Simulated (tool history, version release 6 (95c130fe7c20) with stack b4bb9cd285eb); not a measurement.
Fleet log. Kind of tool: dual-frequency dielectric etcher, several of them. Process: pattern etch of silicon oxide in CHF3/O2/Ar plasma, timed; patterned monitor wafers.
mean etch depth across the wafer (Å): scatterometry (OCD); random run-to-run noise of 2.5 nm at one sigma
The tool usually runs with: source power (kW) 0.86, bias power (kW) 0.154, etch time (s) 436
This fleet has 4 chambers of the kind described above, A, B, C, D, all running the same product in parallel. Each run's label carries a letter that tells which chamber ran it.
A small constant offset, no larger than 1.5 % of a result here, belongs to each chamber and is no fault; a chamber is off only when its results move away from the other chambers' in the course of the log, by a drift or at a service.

run,day,source power (kW),bias power (kW),etch time (s),hours since the last wet clean,hours since the last source power generator calibration,hours since the last bias power generator calibration,"read-back reference wafer on the same gauge, depth_nm",mean etch depth across the wafer (Å)
1D,0.458,0.86,0.154,436,81.4,2684.3,341.8,951.78,9395.6
2C,0.9,0.86,0.154,436,89.6,858.9,1117.6,951.97,9366.3
3B,1.312,0.86,0.154,436,504.9,724.2,2850.8,950.97,9489
4A,1.962,0.86,0.154,436,296.1,1924,1368.2,952.2,9334.1
5D,2.617,0.86,0.154,436,133.2,2736.1,393.6,952.4,9437.6
6A,3.212,0.86,0.154,436,326.1,1954,1398.2,951.66,9332.5
7B,3.812,0.86,0.154,436,564.9,784.2,2910.8,951.7,9445.9
8C,4.192,0.86,0.154,436,168.6,937.9,1196.6,951.85,9334.7
9B,4.588,0.86,0.154,436,583.5,802.8,2929.4,951.83,9472.1
# day 4.808: chamber B: wet clean of the chamber
10A,4.983,0.86,0.154,436,368.6,1996.5,1440.7,952.33,9290.3
11C,5.4,0.86,0.154,436,197.6,966.9,1225.6,952.16,9391.3
12D,6.029,0.86,0.154,436,215.1,2818,475.5,952.24,9462
13C,6.454,0.86,0.154,436,222.9,992.2,1250.9,951.42,9422.1
14D,6.962,0.86,0.154,436,237.5,2840.4,497.9,952.1,9402
15A,7.312,0.86,0.154,436,424.5,2052.4,1496.6,951.66,9330.4
16B,7.821,0.86,0.154,436,72.3,880.4,3007,951.78,9473.5
17D,8.262,0.86,0.154,436,268.7,2871.6,529.1,951.76,9438.6
18B,8.833,0.86,0.154,436,96.6,904.7,3031.3,951.79,9467.3
19A,9.446,0.86,0.154,436,475.7,2103.6,1547.8,951.08,9285
20C,9.904,0.86,0.154,436,305.7,1075,1333.7,951.62,9381.1
21B,10.229,0.86,0.154,436,130.1,938.2,3064.8,952.03,9444.8
22D,10.575,0.86,0.154,553,324.2,2927.1,584.6,952.38,11988
23A,11.008,0.86,0.154,553,513.2,2141.1,1585.3,952.7,11820
24C,11.588,0.86,0.154,553,346.1,1115.4,1374.1,952.36,11911

Next, every chamber runs the same settings. What will each give?
25A,12.054,0.97,0.154,436,,,,,?
25B,12.054,0.97,0.154,436,,,,,?
25C,12.054,0.97,0.154,436,,,,,?
25D,12.054,0.97,0.154,436,,,,,?

run,mean etch depth across the wafer (Å)
25A,9755.2
25B,9900.1
25C,9770.2
25D,9904.8
